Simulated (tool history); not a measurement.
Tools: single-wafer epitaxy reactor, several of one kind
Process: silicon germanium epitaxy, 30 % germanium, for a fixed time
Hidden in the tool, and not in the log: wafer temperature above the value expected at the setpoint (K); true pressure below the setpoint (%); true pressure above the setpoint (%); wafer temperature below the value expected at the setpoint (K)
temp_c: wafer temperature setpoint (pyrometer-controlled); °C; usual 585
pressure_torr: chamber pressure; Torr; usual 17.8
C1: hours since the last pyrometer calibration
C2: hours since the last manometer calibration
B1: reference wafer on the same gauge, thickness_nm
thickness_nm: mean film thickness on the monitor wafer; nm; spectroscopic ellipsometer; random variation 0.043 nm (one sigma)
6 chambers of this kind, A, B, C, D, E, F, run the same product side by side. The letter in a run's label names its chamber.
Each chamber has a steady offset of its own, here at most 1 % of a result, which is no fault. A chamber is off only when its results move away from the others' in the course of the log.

run 1B day=0.329 | temp_c=585 pressure_torr=17.8 | C1=316.7 C2=426.8 | B1=41.982 | thickness_nm=42.784
run 2C day=0.767 | temp_c=585 pressure_torr=17.8 | C1=431.5 C2=867.9 | B1=41.994 | thickness_nm=42.591
run 3D day=1.196 | temp_c=585 pressure_torr=17.8 | C1=1121.8 C2=290.6 | B1=41.980 | thickness_nm=42.246
run 4F day=1.596 | temp_c=585 pressure_torr=17.8 | C1=1432.0 C2=609.3 | B1=41.985 | thickness_nm=42.364
run 5E day=2.029 | temp_c=585 pressure_torr=19.4 | C1=1049.5 C2=1777.9 | B1=41.965 | thickness_nm=43.953
run 6A day=2.433 | temp_c=585 pressure_torr=19.4 | C1=385.3 C2=1740.5 | B1=41.965 | thickness_nm=44.063
run 7F day=2.817 | temp_c=585 pressure_torr=19.4 | C1=1461.3 C2=638.6 | B1=41.963 | thickness_nm=43.895
run 8D day=3.117 | temp_c=585 pressure_torr=19.4 | C1=1167.9 C2=336.7 | B1=41.959 | thickness_nm=43.716
run 9E day=3.383 | temp_c=585 pressure_torr=19.4 | C1=1082.0 C2=1810.4 | B1=41.961 | thickness_nm=43.955
run 10B day=3.808 | temp_c=585 pressure_torr=19.4 | C1=400.2 C2=510.3 | B1=41.948 | thickness_nm=44.294
run 11C day=4.117 | temp_c=585 pressure_torr=17.8 | C1=511.9 C2=948.3 | B1=41.947 | thickness_nm=42.626
run 12A day=4.467 | temp_c=585 pressure_torr=17.8 | C1=434.1 C2=1789.3 | B1=41.936 | thickness_nm=42.601
run 13D day=4.846 | temp_c=585 pressure_torr=17.8 | C1=1209.4 C2=378.2 | B1=41.932 | thickness_nm=42.234
run 14E day=5.100 | temp_c=585 pressure_torr=17.8 | C1=1123.2 C2=1851.6 | B1=41.942 | thickness_nm=42.551
run 15B day=5.496 | temp_c=585 pressure_torr=17.8 | C1=440.7 C2=550.8 | B1=41.926 | thickness_nm=42.688
run 16C day=5.758 | temp_c=585 pressure_torr=17.8 | C1=551.3 C2=987.7 | B1=41.926 | thickness_nm=42.413
run 17F day=6.129 | temp_c=585 pressure_torr=17.8 | C1=1540.8 C2=718.1 | B1=41.925 | thickness_nm=42.306
run 18A day=6.504 | temp_c=585 pressure_torr=17.8 | C1=483.0 C2=1838.2 | B1=41.909 | thickness_nm=42.494
run 19E day=6.792 | temp_c=585 pressure_torr=17.8 | C1=1163.8 C2=1892.2 | B1=41.915 | thickness_nm=42.440
run 20C day=7.042 | temp_c=585 pressure_torr=17.8 | C1=582.1 C2=1018.5 | B1=41.904 | thickness_nm=42.475
run 21A day=7.267 | temp_c=577 pressure_torr=13.5 | C1=501.3 C2=1856.5 | B1=41.911 | thickness_nm=32.685
run 22D day=7.683 | temp_c=577 pressure_torr=13.5 | C1=1277.5 C2=446.3 | B1=41.916 | thickness_nm=32.533
run 23B day=7.983 | temp_c=577 pressure_torr=13.5 | C1=500.4 C2=610.5 | B1=41.895 | thickness_nm=32.659
run 24F day=8.258 | temp_c=577 pressure_torr=13.5 | C1=1591.9 C2=769.2 | B1=41.908 | thickness_nm=32.478
run 25A day=8.504 | temp_c=577 pressure_torr=13.5 | C1=531.0 C2=1886.2 | B1=41.899 | thickness_nm=32.639
run 26D day=8.871 | temp_c=577 pressure_torr=13.5 | C1=1306.0 C2=474.8 | B1=41.892 | thickness_nm=32.537
run 27C day=9.092 | temp_c=585 pressure_torr=17.8 | C1=631.3 C2=1067.7 | B1=41.880 | thickness_nm=42.481
run 28E day=9.354 | temp_c=599 pressure_torr=20.4 | C1=1225.3 C2=1953.7 | B1=41.883 | thickness_nm=58.289
-- day=9.504 chamber E: pyrometer calibrated
-- day=9.550 chamber A: capacitance manometer re-zeroed and calibrated
run 29F day=9.658 | temp_c=599 pressure_torr=20.4 | C1=1625.5 C2=802.8 | B1=41.881 | thickness_nm=57.783
run 30B day=9.996 | temp_c=599 pressure_torr=20.4 | C1=548.7 C2=658.8 | B1=41.875 | thickness_nm=58.712
run 31E day=10.379 | temp_c=599 pressure_torr=20.4 | C1=21.0 C2=1978.3 | B1=41.866 | thickness_nm=58.172
run 32D day=10.733 | temp_c=599 pressure_torr=20.4 | C1=1350.7 C2=519.5 | B1=41.872 | thickness_nm=57.550
run 33F day=10.958 | temp_c=599 pressure_torr=20.4 | C1=1656.7 C2=834.0 | B1=41.858 | thickness_nm=57.819
run 34C day=11.208 | temp_c=585 pressure_torr=17.8 | C1=682.1 C2=1118.5 | B1=41.850 | thickness_nm=42.526
run 35A day=11.538 | temp_c=585 pressure_torr=17.8 | C1=603.8 C2=47.7 | B1=41.848 | thickness_nm=42.352
run 36B day=11.929 | temp_c=585 pressure_torr=17.8 | C1=595.1 C2=705.2 | B1=41.852 | thickness_nm=42.595
run 37E day=12.179 | temp_c=585 pressure_torr=14.2 | C1=64.2 C2=2021.5 | B1=41.844 | thickness_nm=38.801
run 38D day=12.525 | temp_c=585 pressure_torr=14.2 | C1=1393.7 C2=562.5 | B1=41.837 | thickness_nm=38.486
run 39F day=12.783 | temp_c=585 pressure_torr=14.2 | C1=1700.5 C2=877.8 | B1=41.838 | thickness_nm=38.543
run 40C day=13.042 | temp_c=585 pressure_torr=14.2 | C1=726.1 C2=1162.5 | B1=41.834 | thickness_nm=38.749
run 41A day=13.500 | temp_c=585 pressure_torr=14.2 | C1=650.9 C2=94.8 | B1=41.823 | thickness_nm=38.686
run 42B day=13.717 | temp_c=585 pressure_torr=14.2 | C1=638.0 C2=748.1 | B1=41.844 | thickness_nm=38.859

Next, every chamber runs the same settings. What will each give?
run 43A day=14.046 | temp_c=585 pressure_torr=17.8 | thickness_nm=?
run 43B day=14.046 | temp_c=585 pressure_torr=17.8 | thickness_nm=?
run 43C day=14.046 | temp_c=585 pressure_torr=17.8 | thickness_nm=?
run 43D day=14.046 | temp_c=585 pressure_torr=17.8 | thickness_nm=?
run 43E day=14.046 | temp_c=585 pressure_torr=17.8 | thickness_nm=?
run 43F day=14.046 | temp_c=585 pressure_torr=17.8 | thickness_nm=?

run=43A thickness_nm=42.293
run=43B thickness_nm=42.632
run=43C thickness_nm=42.403
run=43D thickness_nm=42.125
run=43E thickness_nm=42.321
run=43F thickness_nm=42.283
